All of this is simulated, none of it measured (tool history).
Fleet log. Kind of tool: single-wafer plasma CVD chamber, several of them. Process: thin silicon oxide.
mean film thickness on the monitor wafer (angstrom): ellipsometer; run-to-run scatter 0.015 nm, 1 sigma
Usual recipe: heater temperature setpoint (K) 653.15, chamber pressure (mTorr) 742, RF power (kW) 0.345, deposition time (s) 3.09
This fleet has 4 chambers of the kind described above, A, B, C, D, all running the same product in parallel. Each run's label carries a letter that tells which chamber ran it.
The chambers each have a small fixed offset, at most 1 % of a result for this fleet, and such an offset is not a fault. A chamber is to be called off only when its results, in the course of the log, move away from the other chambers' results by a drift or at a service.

run    day  heater temperature setpoint (K)  chamber pressure (mTorr)  RF power (kW)  deposition time (s)  read-back reference wafer on the same gauge, thickness_nm  mean film thickness on the monitor wafer (angstrom)
 1A  0.254                           653.15                       742          0.345                 3.09                                                     5.3925                                               56.255
 2B  0.475                           653.15                       742          0.345                 3.09                                                     5.3863                                               56.740
 3C  0.808                           653.15                       742          0.345                 3.09                                                     5.3878                                               56.159
 4D  1.046                           653.15                       742          0.345                 3.09                                                     5.3880                                               56.771
 5C  1.325                           653.15                       899          0.345                 3.09                                                     5.3931                                               66.173
 6D  1.658                           653.15                       899          0.345                 3.09                                                     5.3920                                               67.540
     1.796  -- chamber A: thermocouple changed; heater temperature recalibrated
 7A  1.925                           653.15                       899          0.345                 3.09                                                     5.3928                                               66.979
 8B  2.088                           653.15                       899          0.345                 3.09                                                     5.3851                                               67.398
 9A  2.454                           664.15                       742          0.345                 3.64                                                     5.3876                                               65.574
10B  2.704                           664.15                       742          0.345                 3.64                                                     5.3887                                               66.258
     2.758  -- chamber C: thermocouple changed; heater temperature recalibrated
11D  2.983                           664.15                       742          0.345                 3.64                                                     5.3935                                               66.387
12C  3.154                           664.15                       742          0.345                 3.64                                                     5.3892                                               64.709
     3.188  -- chamber D: capacitance manometer re-zeroed and calibrated
13B  3.429                           653.15                       742          0.345                 3.09                                                     5.3903                                               56.688
14C  3.704                           653.15                       742          0.345                 3.09                                                     5.3911                                               55.482
15D  3.938                           653.15                       742          0.410                 3.09                                                     5.3924                                               60.144
16A  4.100                           653.15                       742          0.410                 3.09                                                     5.3888                                               59.856
17B  4.267                           653.15                       742          0.410                 3.09                                                     5.3885                                               60.579
18D  4.571                           653.15                       742          0.410                 3.09                                                     5.3917                                               60.283
19C  4.925                           653.15                       742          0.345                 3.09                                                     5.3905                                               55.193
20A  5.112                           653.15                       742          0.345                 3.09                                                     5.3861                                               56.181
21D  5.312                           653.15                       742          0.345                 3.09                                                     5.3929                                               56.679
22A  5.642                           653.15                       742          0.345                 3.09                                                     5.3867                                               56.549
23C  5.988                           653.15                       742          0.345                 3.09                                                     5.3860                                               55.079
24B  6.167                           653.15                       742          0.345                 3.09                                                     5.3946                                               56.690
25D  6.342                           648.15                       742          0.345                 3.09                                                     5.3886                                               56.882
26C  6.612                           648.15                       742          0.345                 3.09                                                     5.3926                                               54.994
27A  6.854                           648.15                       742          0.345                 3.09                                                     5.3911                                               56.472
28B  7.079                           648.15                       742          0.345                 3.09                                                     5.3906                                               57.016
29C  7.329                           653.15                       742          0.345                 3.09                                                     5.3876                                               54.614
30D  7.533                           653.15                       742          0.345                 3.09                                                     5.3914                                               56.605
     7.592  -- chamber A: capacitance manometer re-zeroed and calibrated
31A  7.775                           653.15                       742          0.345                 3.09                                                     5.3919                                               56.282
32B  8.012                           653.15                       742          0.345                 3.09                                                     5.3915                                               56.595
33D  8.238                           653.15                       742          0.345                 3.09                                                     5.3924                                               56.380

Read the log: is a single chamber off, either drifting away or since a service, is the gauge that measures every chamber drifting, or is nothing wrong beyond small per-chamber offsets? Name any odd chamber and what most likely caused it.

Little by little, chamber C moves away from the other chambers.
Likeliest cause: delivered RF power below the setpoint (%) = 7.82.
With only this log, it may be confused with: true pressure below the setpoint (%).

Chamber C could run next with any of the 4 candidate recipes listed below; each alters the usual settings, and their results appear as question marks. Which one brings its results back in line with what the other chambers deliver on the usual settings?
Allowed miss from the other chambers' usual-settings mean, per result, to count as in line: mean film thickness on the monitor wafer (angstrom) 0.520
34C-1  8.504                           653.15                       759          0.345                 3.14                                                                                                               ?
34C-2  8.504                           653.15                       742          0.345                 2.97                                                                                                               ?
34C-3  8.504                           653.15                       708          0.340                 3.00                                                                                                               ?
34C-4  8.504                           653.15                       802          0.350                 3.09                                                                                                               ?

Average result of the remaining chambers running the usual settings: mean film thickness on the monitor wafer (angstrom) 56.478
  run  mean film thickness on the monitor wafer (angstrom)
34C-1                                               56.438
34C-2                                               52.229
34C-3                                               50.034
34C-4                                               58.794
The answer is 34C-1, which returns the chamber to within the allowed miss of the others.

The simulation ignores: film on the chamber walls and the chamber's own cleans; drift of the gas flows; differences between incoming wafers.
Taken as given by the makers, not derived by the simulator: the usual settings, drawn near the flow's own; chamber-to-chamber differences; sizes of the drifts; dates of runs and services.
